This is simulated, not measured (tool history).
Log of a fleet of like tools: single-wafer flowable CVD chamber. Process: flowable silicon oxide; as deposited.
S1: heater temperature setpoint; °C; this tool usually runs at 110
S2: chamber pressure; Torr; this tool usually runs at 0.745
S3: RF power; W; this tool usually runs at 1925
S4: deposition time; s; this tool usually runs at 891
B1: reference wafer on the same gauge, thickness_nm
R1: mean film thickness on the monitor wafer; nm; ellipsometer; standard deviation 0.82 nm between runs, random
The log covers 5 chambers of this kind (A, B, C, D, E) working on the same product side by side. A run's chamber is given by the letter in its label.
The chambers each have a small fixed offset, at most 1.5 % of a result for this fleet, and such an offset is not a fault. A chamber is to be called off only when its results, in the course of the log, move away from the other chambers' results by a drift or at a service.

run 1C hour=3.2 | S1=110 S2=0.745 S3=1925 S4=891 | B1=330.88 | R1=350.9
run 2D hour=8 | S1=110 S2=0.745 S3=1925 S4=891 | B1=330.82 | R1=348.75
run 3B hour=10.9 | S1=110 S2=0.745 S3=1925 S4=891 | B1=330.83 | R1=350.27
run 4E hour=13.6 | S1=110 S2=0.745 S3=1925 S4=891 | B1=331.01 | R1=349.24
run 5A hour=17.8 | S1=110 S2=0.745 S3=1925 S4=891 | B1=330.86 | R1=353.02
run 6A hour=21.8 | S1=110 S2=0.745 S3=1925 S4=891 | B1=330.91 | R1=354.15
run 7B hour=24.7 | S1=110 S2=0.745 S3=1925 S4=891 | B1=330.96 | R1=349.83
run 8C hour=28.4 | S1=110 S2=0.745 S3=1925 S4=891 | B1=331.2 | R1=352.94
run 9D hour=33.7 | S1=110 S2=0.824 S3=1925 S4=758 | B1=330.89 | R1=335.99
run 10E hour=38.1 | S1=110 S2=0.824 S3=1925 S4=758 | B1=331.14 | R1=340.92
run 11A hour=43.4 | S1=110 S2=0.824 S3=1925 S4=758 | B1=331.21 | R1=342.15
run 12E hour=48.4 | S1=110 S2=0.824 S3=1925 S4=758 | B1=330.91 | R1=340.48
run 13C hour=52.6 | S1=110 S2=0.824 S3=1925 S4=758 | B1=330.84 | R1=342.66
run 14D hour=57.2 | S1=110 S2=0.745 S3=1925 S4=891 | B1=330.92 | R1=345.58
run 15B hour=60.5 | S1=110 S2=0.745 S3=1925 S4=891 | B1=331.04 | R1=351.92
run 16D hour=63.2 | S1=110 S2=0.745 S3=1925 S4=891 | B1=331 | R1=346.65
run 17A hour=66.3 | S1=110 S2=0.745 S3=1925 S4=891 | B1=331.05 | R1=354.63
run 18E hour=70.3 | S1=117 S2=0.745 S3=1925 S4=811 | B1=330.95 | R1=259.2
run 19C hour=75.6 | S1=117 S2=0.745 S3=1925 S4=811 | B1=330.72 | R1=257.77
run 20B hour=79.9 | S1=117 S2=0.745 S3=1925 S4=811 | B1=330.94 | R1=255.64
run 21B hour=82.9 | S1=117 S2=0.745 S3=1925 S4=811 | B1=330.99 | R1=257.08
run 22C hour=85.6 | S1=117 S2=0.745 S3=1925 S4=811 | B1=331.05 | R1=257.23
run 23A hour=88.3 | S1=110 S2=0.745 S3=1925 S4=891 | B1=331.05 | R1=353.05
run 24D hour=91.1 | S1=110 S2=0.852 S3=1925 S4=891 | B1=330.96 | R1=412.66
run 25E hour=96.5 | S1=110 S2=0.852 S3=1925 S4=891 | B1=331.09 | R1=428.68
run 26B hour=99 | S1=110 S2=0.852 S3=1925 S4=891 | B1=330.94 | R1=415.98
run 27C hour=102.4 | S1=110 S2=0.852 S3=1925 S4=891 | B1=331.1 | R1=418.94
run 28D hour=105.2 | S1=110 S2=0.852 S3=1925 S4=891 | B1=331 | R1=412.07
run 29A hour=110.2 | S1=110 S2=0.745 S3=1925 S4=891 | B1=331.13 | R1=351.77
run 30E hour=114.9 | S1=110 S2=0.745 S3=1925 S4=891 | B1=330.83 | R1=359.76
run 31D hour=117.6 | S1=110 S2=0.745 S3=1925 S4=891 | B1=331.06 | R1=346.21
run 32A hour=122.4 | S1=110 S2=0.745 S3=1925 S4=891 | B1=331.09 | R1=353.51

All chambers now run identical settings, listed one chamber a line with results as question marks. What results will each chamber show?
run 33A hour=126.4 | S1=110 S2=0.601 S3=1925 S4=891 | R1=?
run 33B hour=126.4 | S1=110 S2=0.601 S3=1925 S4=891 | R1=?
run 33C hour=126.4 | S1=110 S2=0.601 S3=1925 S4=891 | R1=?
run 33D hour=126.4 | S1=110 S2=0.601 S3=1925 S4=891 | R1=?
run 33E hour=126.4 | S1=110 S2=0.601 S3=1925 S4=891 | R1=?

run=33A R1=263.69
run=33B R1=262.48
run=33C R1=261.58
run=33D R1=259.39
run=33E R1=270.36

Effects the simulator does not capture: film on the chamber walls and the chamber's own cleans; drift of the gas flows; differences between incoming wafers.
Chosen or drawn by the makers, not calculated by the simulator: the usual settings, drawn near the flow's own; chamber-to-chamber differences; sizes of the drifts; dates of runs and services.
